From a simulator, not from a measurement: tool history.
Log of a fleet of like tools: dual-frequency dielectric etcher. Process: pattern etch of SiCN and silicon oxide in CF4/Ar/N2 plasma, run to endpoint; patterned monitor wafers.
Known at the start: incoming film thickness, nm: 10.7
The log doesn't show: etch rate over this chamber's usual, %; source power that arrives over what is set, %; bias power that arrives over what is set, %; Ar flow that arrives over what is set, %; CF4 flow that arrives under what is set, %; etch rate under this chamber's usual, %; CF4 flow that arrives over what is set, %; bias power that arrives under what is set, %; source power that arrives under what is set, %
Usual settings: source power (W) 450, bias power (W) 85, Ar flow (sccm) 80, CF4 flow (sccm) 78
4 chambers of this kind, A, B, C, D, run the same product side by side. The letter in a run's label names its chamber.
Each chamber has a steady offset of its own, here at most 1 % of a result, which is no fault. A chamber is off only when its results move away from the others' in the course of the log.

| run | hour | source power (W) | bias power (W) | Ar flow (sccm) | CF4 flow (sccm) | hours since the last wet clean | hours since the last source power generator calibration | hours since the last bias power generator calibration | hours since the last Ar flow controller change | hours since the last CF4 flow controller change | endpoint time (s) |
|---|---|---|---|---|---|---|---|---|---|---|---|
| 1A | 4.3 | 450 | 85 | 80 | 78 | 338.5 | 566.3 | 1819.9 | 189.4 | 1037.8 | 11.315 |
| 2B | 7.7 | 450 | 85 | 80 | 78 | 154.6 | 637 | 3326.9 | 4007.6 | 1736.7 | 11.226 |
|  | 13.2 | chamber D: wet clean of the chamber |
| 3C | 13.3 | 450 | 85 | 80 | 78 | 21.1 | 126.2 | 2672.8 | 448.5 | 489.9 | 11.256 |
| 4D | 18.4 | 450 | 85 | 80 | 78 | 5.3 | 1593.2 | 2486 | 1945.6 | 1314.6 | 11.326 |
| 5A | 25 | 450 | 85 | 80 | 78 | 359.2 | 587 | 1840.6 | 210.1 | 1058.5 | 11.293 |
| 6C | 31.3 | 450 | 85 | 80 | 78 | 39.1 | 144.2 | 2690.8 | 466.5 | 507.9 | 11.169 |
| 7D | 37.2 | 450 | 85 | 80 | 78 | 24.1 | 1612 | 2504.8 | 1964.4 | 1333.4 | 11.245 |
| 8B | 41.7 | 450 | 85 | 80 | 78 | 188.6 | 671 | 3360.9 | 4041.6 | 1770.7 | 11.258 |
| 9C | 45.8 | 450 | 85 | 80 | 78 | 53.6 | 158.7 | 2705.3 | 481 | 522.4 | 11.199 |
| 10B | 48.9 | 450 | 85 | 80 | 78 | 195.8 | 678.2 | 3368.1 | 4048.8 | 1777.9 | 11.216 |
| 11A | 55.7 | 450 | 85 | 80 | 78 | 389.9 | 617.7 | 1871.3 | 240.8 | 1089.2 | 11.306 |
| 12D | 59.9 | 450 | 85 | 80 | 78 | 46.8 | 1634.7 | 2527.5 | 1987.1 | 1356.1 | 11.301 |
| 13C | 66.6 | 450 | 85 | 80 | 78 | 74.4 | 179.5 | 2726.1 | 501.8 | 543.2 | 11.159 |
| 14D | 70.2 | 450 | 85 | 80 | 78 | 57.1 | 1645 | 2537.8 | 1997.4 | 1366.4 | 11.273 |
| 15B | 75.8 | 450 | 85 | 80 | 78 | 222.7 | 705.1 | 3395 | 4075.7 | 1804.8 | 11.28 |
| 16A | 80.4 | 450 | 85 | 80 | 78 | 414.6 | 642.4 | 1896 | 265.5 | 1113.9 | 11.331 |
| 17C | 84.2 | 450 | 85 | 80 | 78 | 92 | 197.1 | 2743.7 | 519.4 | 560.8 | 11.239 |
| 18D | 87.4 | 450 | 85 | 80 | 78 | 74.3 | 1662.2 | 2555 | 2014.6 | 1383.6 | 11.3 |
| 19A | 90.6 | 350 | 85 | 80 | 78 | 424.8 | 652.6 | 1906.2 | 275.7 | 1124.1 | 14.222 |
| 20B | 94.4 | 350 | 85 | 80 | 78 | 241.3 | 723.7 | 3413.6 | 4094.3 | 1823.4 | 14.17 |
| 21A | 98.3 | 350 | 85 | 80 | 78 | 432.5 | 660.3 | 1913.9 | 283.4 | 1131.8 | 14.121 |
| 22C | 104.7 | 350 | 85 | 80 | 78 | 112.5 | 217.6 | 2764.2 | 539.9 | 581.3 | 13.961 |
| 23D | 108.6 | 450 | 85 | 80 | 78 | 95.5 | 1683.4 | 2576.2 | 2035.8 | 1404.8 | 11.32 |
| 24B | 113.7 | 450 | 85 | 80 | 78 | 260.6 | 743 | 3432.9 | 4113.6 | 1842.7 | 11.281 |
| 25B | 116.7 | 450 | 85 | 80 | 78 | 263.6 | 746 | 3435.9 | 4116.6 | 1845.7 | 11.237 |
| 26D | 121 | 450 | 85 | 80 | 78 | 107.9 | 1695.8 | 2588.6 | 2048.2 | 1417.2 | 11.241 |
| 27A | 127.6 | 450 | 85 | 80 | 78 | 461.8 | 689.6 | 1943.2 | 312.7 | 1161.1 | 11.243 |
| 28C | 133.8 | 450 | 85 | 80 | 78 | 141.6 | 246.7 | 2793.3 | 569 | 610.4 | 11.121 |
| 29C | 138.3 | 450 | 85 | 80 | 78 | 146.1 | 251.2 | 2797.8 | 573.5 | 614.9 | 11.218 |
|  | 138.4 | chamber A: wet clean of the chamber |
| 30A | 143.2 | 450 | 85 | 80 | 78 | 4.8 | 705.2 | 1958.8 | 328.3 | 1176.7 | 11.237 |
| 31B | 148 | 450 | 85 | 80 | 78 | 294.9 | 777.3 | 3467.2 | 4147.9 | 1877 | 11.286 |
| 32D | 152.6 | 450 | 100 | 92 | 78 | 139.5 | 1727.4 | 2620.2 | 2079.8 | 1448.8 | 10.9 |

Next, every chamber runs the same settings. What will each give?
| 33A | 157.7 | 450 | 85 | 80 | 78 |  |  |  |  |  | ? |
| 33B | 157.7 | 450 | 85 | 80 | 78 |  |  |  |  |  | ? |
| 33C | 157.7 | 450 | 85 | 80 | 78 |  |  |  |  |  | ? |
| 33D | 157.7 | 450 | 85 | 80 | 78 |  |  |  |  |  | ? |

| run | endpoint time (s) |
|---|---|
| 33A | 11.359 |
| 33B | 11.362 |
| 33C | 11.21 |
| 33D | 11.287 |
